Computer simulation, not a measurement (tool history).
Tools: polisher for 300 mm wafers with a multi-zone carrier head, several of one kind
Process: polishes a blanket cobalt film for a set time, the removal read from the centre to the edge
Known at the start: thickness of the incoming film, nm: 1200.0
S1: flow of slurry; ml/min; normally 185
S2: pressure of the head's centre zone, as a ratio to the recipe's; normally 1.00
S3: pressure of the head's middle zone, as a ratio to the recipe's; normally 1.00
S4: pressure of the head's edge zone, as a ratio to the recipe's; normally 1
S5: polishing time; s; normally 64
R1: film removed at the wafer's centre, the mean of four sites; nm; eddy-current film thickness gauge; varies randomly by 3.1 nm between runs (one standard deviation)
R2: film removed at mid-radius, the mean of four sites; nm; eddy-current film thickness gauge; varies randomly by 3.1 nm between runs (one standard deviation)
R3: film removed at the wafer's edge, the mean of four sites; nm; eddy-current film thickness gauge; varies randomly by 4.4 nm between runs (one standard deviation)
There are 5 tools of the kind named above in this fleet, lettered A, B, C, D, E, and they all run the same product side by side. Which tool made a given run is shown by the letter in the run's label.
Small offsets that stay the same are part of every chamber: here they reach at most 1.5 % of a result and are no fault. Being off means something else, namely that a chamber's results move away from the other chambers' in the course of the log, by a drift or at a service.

-- hour=1.6 chamber E: worn pad replaced by a new one
run 1C hour=3.1 | S1=185 S2=1.00 S3=1.00 S4=1 S5=64 | R1=304.41 R2=306.20 R3=303.96
run 2B hour=7.3 | S1=185 S2=1.00 S3=1.00 S4=1 S5=64 | R1=309.38 R2=308.53 R3=305.17
run 3E hour=10.5 | S1=185 S2=1.00 S3=1.00 S4=1 S5=64 | R1=300.97 R2=303.57 R3=303.13
run 4A hour=14.2 | S1=185 S2=1.00 S3=1.00 S4=1 S5=64 | R1=303.72 R2=302.40 R3=309.83
run 5D hour=18.0 | S1=205 S2=1.00 S3=1.00 S4=1 S5=64 | R1=318.77 R2=308.30 R3=297.06
run 6E hour=21.6 | S1=205 S2=1.00 S3=1.00 S4=1 S5=64 | R1=309.62 R2=315.98 R3=307.00
-- hour=23.2 chamber D: centre zone pressure recalibrated
run 7D hour=23.6 | S1=205 S2=1.00 S3=1.00 S4=1 S5=64 | R1=313.21 R2=304.06 R3=300.24
run 8C hour=26.7 | S1=205 S2=1.00 S3=1.00 S4=1 S5=64 | R1=305.57 R2=314.15 R3=306.02
run 9A hour=30.3 | S1=205 S2=1.00 S3=1.00 S4=1 S5=64 | R1=303.54 R2=311.27 R3=302.52
run 10B hour=33.0 | S1=185 S2=1.00 S3=1.00 S4=1 S5=64 | R1=308.54 R2=308.41 R3=296.81
-- hour=34.7 chamber D: worn pad replaced by a new one
run 11E hour=36.7 | S1=185 S2=1.00 S3=1.00 S4=1 S5=64 | R1=302.54 R2=305.76 R3=303.82
run 12D hour=39.7 | S1=185 S2=1.00 S3=1.00 S4=1 S5=64 | R1=308.10 R2=306.16 R3=293.50
-- hour=42.0 chamber B: worn pad replaced by a new one
run 13B hour=42.5 | S1=185 S2=1.00 S3=1.00 S4=1 S5=64 | R1=302.41 R2=298.83 R3=303.99
run 14C hour=45.4 | S1=185 S2=1.00 S3=1.00 S4=1 S5=64 | R1=300.78 R2=310.10 R3=304.39
run 15A hour=47.7 | S1=185 S2=1.00 S3=1.00 S4=1 S5=64 | R1=307.80 R2=299.91 R3=297.60
run 16B hour=51.4 | S1=185 S2=1.00 S3=1.00 S4=1 S5=64 | R1=301.79 R2=298.90 R3=303.66
run 17E hour=54.6 | S1=185 S2=1.00 S3=1.00 S4=1 S5=64 | R1=302.66 R2=304.76 R3=313.10
run 18A hour=58.5 | S1=185 S2=1.00 S3=1.00 S4=1 S5=64 | R1=301.10 R2=297.66 R3=301.23
run 19C hour=61.6 | S1=185 S2=1.00 S3=1.00 S4=1 S5=64 | R1=303.78 R2=303.82 R3=310.02
run 20D hour=64.2 | S1=185 S2=1.00 S3=1.00 S4=1 S5=64 | R1=306.18 R2=298.05 R3=292.87
-- hour=66.7 chamber D: edge zone pressure recalibrated
run 21A hour=68.3 | S1=240 S2=1.00 S3=1.00 S4=1 S5=84 | R1=419.26 R2=415.19 R3=410.78
run 22E hour=71.3 | S1=240 S2=1.00 S3=1.00 S4=1 S5=84 | R1=413.60 R2=410.37 R3=412.72
run 23D hour=73.8 | S1=240 S2=1.00 S3=1.00 S4=1 S5=84 | R1=416.09 R2=406.02 R3=397.52
-- hour=77.6 chamber A: worn pad replaced by a new one
run 24C hour=78.0 | S1=240 S2=1.00 S3=1.00 S4=1 S5=84 | R1=414.00 R2=408.86 R3=414.15
run 25B hour=80.1 | S1=240 S2=1.00 S3=1.00 S4=1 S5=84 | R1=410.57 R2=404.00 R3=412.39
run 26E hour=83.5 | S1=185 S2=1.00 S3=1.00 S4=1 S5=64 | R1=306.22 R2=306.07 R3=311.39
run 27A hour=86.4 | S1=185 S2=1.00 S3=1.00 S4=1 S5=64 | R1=302.46 R2=306.53 R3=310.04
-- hour=88.2 chamber E: worn pad replaced by a new one
run 28C hour=88.8 | S1=185 S2=1.00 S3=1.00 S4=1 S5=64 | R1=303.49 R2=307.36 R3=316.51
run 29B hour=91.5 | S1=185 S2=0.93 S3=1.00 S4=1 S5=82 | R1=342.87 R2=376.39 R3=375.37
-- hour=92.7 chamber D: worn pad replaced by a new one
run 30D hour=93.7 | S1=185 S2=0.93 S3=1.00 S4=1 S5=82 | R1=366.91 R2=376.68 R3=380.93
run 31E hour=96.3 | S1=185 S2=0.93 S3=1.00 S4=1 S5=82 | R1=362.40 R2=382.98 R3=390.91
-- hour=97.5 chamber C: worn pad replaced by a new one
run 32D hour=100.2 | S1=185 S2=0.93 S3=1.00 S4=1 S5=82 | R1=359.37 R2=384.79 R3=384.68
run 33C hour=102.3 | S1=185 S2=0.93 S3=1.00 S4=1 S5=82 | R1=355.58 R2=398.08 R3=397.52
run 34A hour=105.2 | S1=185 S2=1.00 S3=1.00 S4=1 S5=64 | R1=307.20 R2=302.85 R3=301.59
run 35B hour=109.4 | S1=185 S2=1.00 S3=1.00 S4=1 S5=64 | R1=290.04 R2=292.32 R3=284.24
run 36C hour=113.3 | S1=185 S2=1.04 S3=1.08 S4=1 S5=64 | R1=316.09 R2=323.90 R3=308.76
run 37D hour=115.8 | S1=185 S2=1.04 S3=1.08 S4=1 S5=64 | R1=322.09 R2=320.92 R3=298.67
run 38B hour=117.9 | S1=185 S2=1.04 S3=1.08 S4=1 S5=64 | R1=293.60 R2=307.76 R3=288.13
run 39A hour=121.2 | S1=185 S2=1.04 S3=1.08 S4=1 S5=64 | R1=318.64 R2=322.41 R3=291.83
run 40E hour=125.0 | S1=185 S2=1.04 S3=1.08 S4=1 S5=64 | R1=318.33 R2=323.81 R3=303.13
run 41D hour=127.6 | S1=185 S2=1.00 S3=1.00 S4=1 S5=64 | R1=302.42 R2=306.42 R3=291.21
run 42E hour=129.6 | S1=185 S2=1.00 S3=1.00 S4=1 S5=64 | R1=307.64 R2=308.69 R3=304.16

Has any chamber moved away from the others, gradually or after a service, or does the common gauge drift, or do the chambers differ only by their own small steady offsets? State the chamber and the most likely cause if one applies.

It is chamber B that slowly wanders off from its peers.
Cause: slurry flow missing at the pad, % = 29.8.

Which of the 4 candidates below, each the usual settings with something changed and its results left as question marks, puts chamber B back in line with what the other chambers give on the usual settings?
To be in line, a result may differ from the other chambers' mean on the usual settings by at most: R1 11.00 nm; R2 11.00 nm; R3 15.00 nm
run 43B-1 hour=132.6 | S1=190 S2=1.02 S3=1.01 S4=0.99 S5=67 | R1=? R2=? R3=?
run 43B-2 hour=132.6 | S1=195 S2=1.04 S3=1.02 S4=0.97 S5=69 | R1=? R2=? R3=?
run 43B-3 hour=132.6 | S1=180 S2=0.98 S3=0.99 S4=1.01 S5=61 | R1=? R2=? R3=?
run 43B-4 hour=132.6 | S1=175 S2=0.96 S3=0.98 S4=1.03 S5=59 | R1=? R2=? R3=?

The other chambers' mean on the usual settings: R1 303.67 nm; R2 303.75 nm; R3 302.80 nm
run=43B-1 R1=305.77 R2=305.82 R3=306.52
run=43B-2 R1=323.57 R2=319.50 R3=313.55
run=43B-3 R1=263.04 R2=270.26 R3=279.70
run=43B-4 R1=246.98 R2=257.37 R3=272.11
The answer is 43B-1, which returns the chamber to within the allowed miss of the others.
